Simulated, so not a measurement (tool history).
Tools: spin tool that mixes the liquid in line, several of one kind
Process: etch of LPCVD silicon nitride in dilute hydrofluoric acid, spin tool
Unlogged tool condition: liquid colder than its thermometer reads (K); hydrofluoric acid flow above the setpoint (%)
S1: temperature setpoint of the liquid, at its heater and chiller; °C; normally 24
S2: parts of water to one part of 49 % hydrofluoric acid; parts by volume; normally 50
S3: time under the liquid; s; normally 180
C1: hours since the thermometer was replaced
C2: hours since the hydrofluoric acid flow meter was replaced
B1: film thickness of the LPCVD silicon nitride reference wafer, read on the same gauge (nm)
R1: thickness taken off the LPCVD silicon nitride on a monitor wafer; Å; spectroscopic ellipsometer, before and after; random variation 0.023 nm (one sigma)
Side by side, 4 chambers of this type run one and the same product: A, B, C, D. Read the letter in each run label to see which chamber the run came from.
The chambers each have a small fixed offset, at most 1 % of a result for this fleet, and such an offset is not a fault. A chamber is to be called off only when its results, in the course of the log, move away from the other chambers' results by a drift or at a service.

run 1C hour=5 | S1=24 S2=50 S3=180 | C1=991.5 C2=1534.5 | B1=139.96 | R1=17.406
run 2A hour=8.8 | S1=24 S2=50 S3=180 | C1=117.3 C2=712.5 | B1=140 | R1=17.823
run 3D hour=12.5 | S1=24 S2=50 S3=180 | C1=2295.9 C2=1255.1 | B1=139.99 | R1=18.053
run 4B hour=15.1 | S1=24 S2=50 S3=180 | C1=822.5 C2=310.6 | B1=139.98 | R1=17.466
run 5B hour=18.9 | S1=24 S2=50 S3=180 | C1=826.3 C2=314.4 | B1=139.99 | R1=17.44
run 6D hour=22.7 | S1=24 S2=50 S3=180 | C1=2306.1 C2=1265.3 | B1=139.97 | R1=18.047
run 7C hour=25.1 | S1=24 S2=50 S3=180 | C1=1011.6 C2=1554.6 | B1=139.96 | R1=17.62
run 8A hour=28 | S1=24 S2=50 S3=180 | C1=136.5 C2=731.7 | B1=140.07 | R1=17.262
run 9D hour=31.2 | S1=24 S2=50 S3=180 | C1=2314.6 C2=1273.8 | B1=140.03 | R1=18.197
run 10B hour=35.5 | S1=24 S2=50 S3=180 | C1=842.9 C2=331 | B1=140 | R1=17.368
run 11C hour=37.9 | S1=24 S2=50 S3=180 | C1=1024.4 C2=1567.4 | B1=139.95 | R1=17.713
run 12A hour=40.9 | S1=24 S2=50 S3=180 | C1=149.4 C2=744.6 | B1=140.05 | R1=17.87
run 13B hour=44.7 | S1=24 S2=50 S3=180 | C1=852.1 C2=340.2 | B1=140.02 | R1=17.096
run 14D hour=48.8 | S1=24 S2=50 S3=180 | C1=2332.2 C2=1291.4 | B1=140.02 | R1=18.034
run 15A hour=51.6 | S1=24 S2=50 S3=180 | C1=160.1 C2=755.3 | B1=140.02 | R1=16.777
-- hour=56.3 chamber C: hydrofluoric acid flow meter replaced
run 16C hour=56.8 | S1=24 S2=50 S3=180 | C1=1043.3 C2=0.6 | B1=140 | R1=17.342
run 17A hour=61.5 | S1=27 S2=50 S3=180 | C1=170 C2=765.2 | B1=140 | R1=20.959
run 18B hour=64.6 | S1=27 S2=50 S3=180 | C1=872 C2=360.1 | B1=140 | R1=21.747
run 19D hour=69 | S1=27 S2=50 S3=180 | C1=2352.4 C2=1311.6 | B1=140 | R1=21.989
run 20C hour=71.9 | S1=27 S2=50 S3=180 | C1=1058.4 C2=15.7 | B1=139.99 | R1=21.412
run 21B hour=75.3 | S1=24 S2=50 S3=180 | C1=882.7 C2=370.8 | B1=140.02 | R1=17.864
run 22D hour=80.4 | S1=24 S2=50 S3=180 | C1=2363.8 C2=1323 | B1=139.97 | R1=18.106
run 23C hour=84 | S1=24 S2=50 S3=180 | C1=1070.5 C2=27.8 | B1=140.01 | R1=17.755
run 24A hour=87.8 | S1=24 S2=50 S3=180 | C1=196.3 C2=791.5 | B1=140 | R1=16.495
run 25B hour=90.4 | S1=22.5 S2=75 S3=180 | C1=897.8 C2=385.9 | B1=140 | R1=10.477
run 26D hour=93.9 | S1=22.5 S2=75 S3=180 | C1=2377.3 C2=1336.5 | B1=140.03 | R1=11.189
run 27C hour=98.9 | S1=22.5 S2=75 S3=180 | C1=1085.4 C2=42.7 | B1=139.99 | R1=10.61
run 28A hour=103.9 | S1=22.5 S2=75 S3=180 | C1=212.4 C2=807.6 | B1=139.97 | R1=9.5505

What goes on in this fleet: one chamber off, a drifting gauge, or nothing beyond the chambers' own small offsets? Name the chamber and the cause, if any.

Chamber A drifts away from the others.
Likeliest cause: liquid colder than its thermometer reads (K) = 1.86.
The log may not tell that from: hydrofluoric acid flow below the setpoint (%).

Here are 4 candidates for chamber A's next run, each the usual settings with a change, their results left as question marks. Which one brings its results back in line with what the others give on the usual settings?
In line here means within this much of the mean the other chambers give on the usual settings: R1 0.79 Å
run 29A-1 hour=107.8 | S1=20.5 S2=50 S3=180 | R1=?
run 29A-2 hour=107.8 | S1=24.5 S2=50 S3=195 | R1=?
run 29A-3 hour=107.8 | S1=27.5 S2=50 S3=180 | R1=?
run 29A-4 hour=107.8 | S1=23.5 S2=50 S3=165 | R1=?

The mean the other chambers reach with the usual settings: R1 17.648 Å
run=29A-1 R1=12.302
run=29A-2 R1=17.635
run=29A-3 R1=19.964
run=29A-4 R1=13.917
The right change is 29A-2: it brings the chamber back within the allowed miss of the others.
